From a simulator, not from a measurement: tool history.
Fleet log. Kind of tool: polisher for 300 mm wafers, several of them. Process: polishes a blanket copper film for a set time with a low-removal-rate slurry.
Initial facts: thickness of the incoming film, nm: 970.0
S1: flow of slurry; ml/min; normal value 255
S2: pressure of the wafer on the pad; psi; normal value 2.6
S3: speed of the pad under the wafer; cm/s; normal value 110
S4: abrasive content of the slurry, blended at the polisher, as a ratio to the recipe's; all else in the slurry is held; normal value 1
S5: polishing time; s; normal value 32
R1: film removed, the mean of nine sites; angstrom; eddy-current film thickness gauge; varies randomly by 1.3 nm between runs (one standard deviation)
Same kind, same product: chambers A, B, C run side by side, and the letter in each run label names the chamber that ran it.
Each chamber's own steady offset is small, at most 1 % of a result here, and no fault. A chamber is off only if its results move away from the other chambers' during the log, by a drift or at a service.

| run | hour | S1 | S2 | S3 | S4 | S5 | R1 |
|---|---|---|---|---|---|---|---|
|  | 1.9 | chamber C: worn pad replaced by a new one |
|  | 7.3 | chamber A: slurry nozzle cleaned |
| 1B | 8.5 | 255 | 2.6 | 110 | 1 | 32 | 932.84 |
| 2A | 17.8 | 255 | 2.6 | 110 | 1 | 32 | 931.15 |
|  | 24.2 | chamber A: worn pad replaced by a new one |
| 3C | 26.3 | 255 | 2.6 | 110 | 1 | 32 | 943.24 |
| 4A | 31 | 255 | 2.6 | 110 | 1 | 32 | 906.42 |
| 5C | 37.9 | 255 | 1.9 | 110 | 1 | 22 | 456.26 |
| 6B | 42.6 | 255 | 1.9 | 110 | 1 | 22 | 458.41 |
| 7C | 51.3 | 255 | 1.9 | 110 | 1 | 22 | 471.75 |
| 8B | 56.2 | 255 | 2.6 | 110 | 1 | 32 | 926.46 |
|  | 58.1 | chamber B: worn pad replaced by a new one |
| 9A | 60.8 | 255 | 2.6 | 110 | 1 | 32 | 908.93 |
| 10C | 69.3 | 255 | 2.6 | 110 | 1 | 32 | 928.64 |
| 11B | 78.6 | 255 | 2.6 | 110 | 0.8 | 32 | 889.75 |
| 12A | 86.9 | 255 | 2.6 | 110 | 0.8 | 32 | 863.01 |
| 13B | 95.8 | 255 | 2.6 | 110 | 0.8 | 32 | 886.25 |
| 14C | 100.8 | 255 | 2.6 | 110 | 1 | 32 | 931.93 |
|  | 104.9 | chamber A: worn pad replaced by a new one |
|  | 107.7 | chamber C: head pressure recalibrated |
| 15A | 108.9 | 255 | 2.6 | 110 | 1 | 32 | 925.25 |
|  | 114 | chamber C: worn pad replaced by a new one |
| 16A | 114.4 | 180 | 2.6 | 110 | 1 | 32 | 897.4 |
| 17B | 122.4 | 180 | 2.6 | 110 | 1 | 32 | 901.74 |
| 18C | 129.6 | 180 | 2.6 | 110 | 1 | 32 | 959.02 |
| 19A | 136.2 | 255 | 2.6 | 110 | 1 | 32 | 932.71 |
| 20C | 144.5 | 255 | 2.2 | 130 | 1 | 32 | 1030 |
|  | 145.3 | chamber A: slurry blender recalibrated |
| 21B | 152.6 | 255 | 2.2 | 130 | 1 | 32 | 920.22 |
| 22C | 157.4 | 255 | 2.2 | 130 | 1 | 32 | 1039.1 |
| 23B | 163.2 | 255 | 2.6 | 110 | 1 | 32 | 924.11 |
|  | 167.3 | chamber B: worn pad replaced by a new one |
| 24A | 167.6 | 175 | 2.6 | 110 | 1 | 32 | 876.93 |
| 25A | 176.3 | 175 | 2.6 | 110 | 1 | 32 | 900.72 |
|  | 179.5 | chamber A: worn pad replaced by a new one |
| 26C | 184.9 | 175 | 2.6 | 110 | 1 | 32 | 984.58 |
| 27B | 194.4 | 255 | 2.6 | 110 | 1 | 32 | 898.51 |
| 28B | 200.8 | 255 | 2.6 | 110 | 1 | 32 | 907.55 |
|  | 206.5 | chamber C: slurry blender recalibrated |
| 29A | 209.1 | 255 | 2.6 | 110 | 1 | 24 | 687.13 |
| 30C | 215.9 | 255 | 2.6 | 110 | 1 | 24 | 774.26 |
| 31A | 221.5 | 255 | 2.6 | 110 | 1 | 24 | 690.52 |
|  | 223.8 | chamber C: worn pad replaced by a new one |
| 32C | 226.1 | 255 | 2.6 | 110 | 1 | 32 | 1009.6 |
| 33B | 235.2 | 255 | 2.6 | 110 | 1 | 32 | 921.07 |
| 34B | 242.2 | 255 | 2.6 | 110 | 1 | 32 | 908.66 |
|  | 244.1 | chamber B: slurry nozzle cleaned |
| 35A | 251.6 | 255 | 2.6 | 110 | 1 | 32 | 909.37 |
| 36C | 257.2 | 255 | 2.6 | 110 | 1 | 32 | 1001 |
| 37A | 262.8 | 255 | 2.6 | 110 | 1 | 32 | 926.58 |
|  | 263.8 | chamber B: slurry blender recalibrated |
|  | 266.6 | chamber A: slurry nozzle cleaned |
| 38B | 268.9 | 255 | 2.6 | 110 | 1 | 32 | 906.34 |
|  | 270.3 | chamber B: worn pad replaced by a new one |
|  | 272.7 | chamber A: worn pad replaced by a new one |
| 39C | 275.7 | 255 | 2.6 | 110 | 1 | 32 | 1031.3 |
| 40A | 284.3 | 255 | 2.6 | 110 | 1 | 32 | 939.1 |
| 41C | 290.2 | 255 | 2.6 | 110 | 1 | 32 | 1050.4 |
| 42B | 298.3 | 255 | 2.6 | 110 | 1 | 32 | 936.64 |

Each of the 3 chambers runs these same settings next. Fill in every chamber's results:
| 43A | 305.1 | 255 | 2.6 | 110 | 1 | 32 | ? |
| 43B | 305.1 | 255 | 2.6 | 110 | 1 | 32 | ? |
| 43C | 305.1 | 255 | 2.6 | 110 | 1 | 32 | ? |

| run | R1 |
|---|---|
| 43A | 921.12 |
| 43B | 914.74 |
| 43C | 1036.5 |
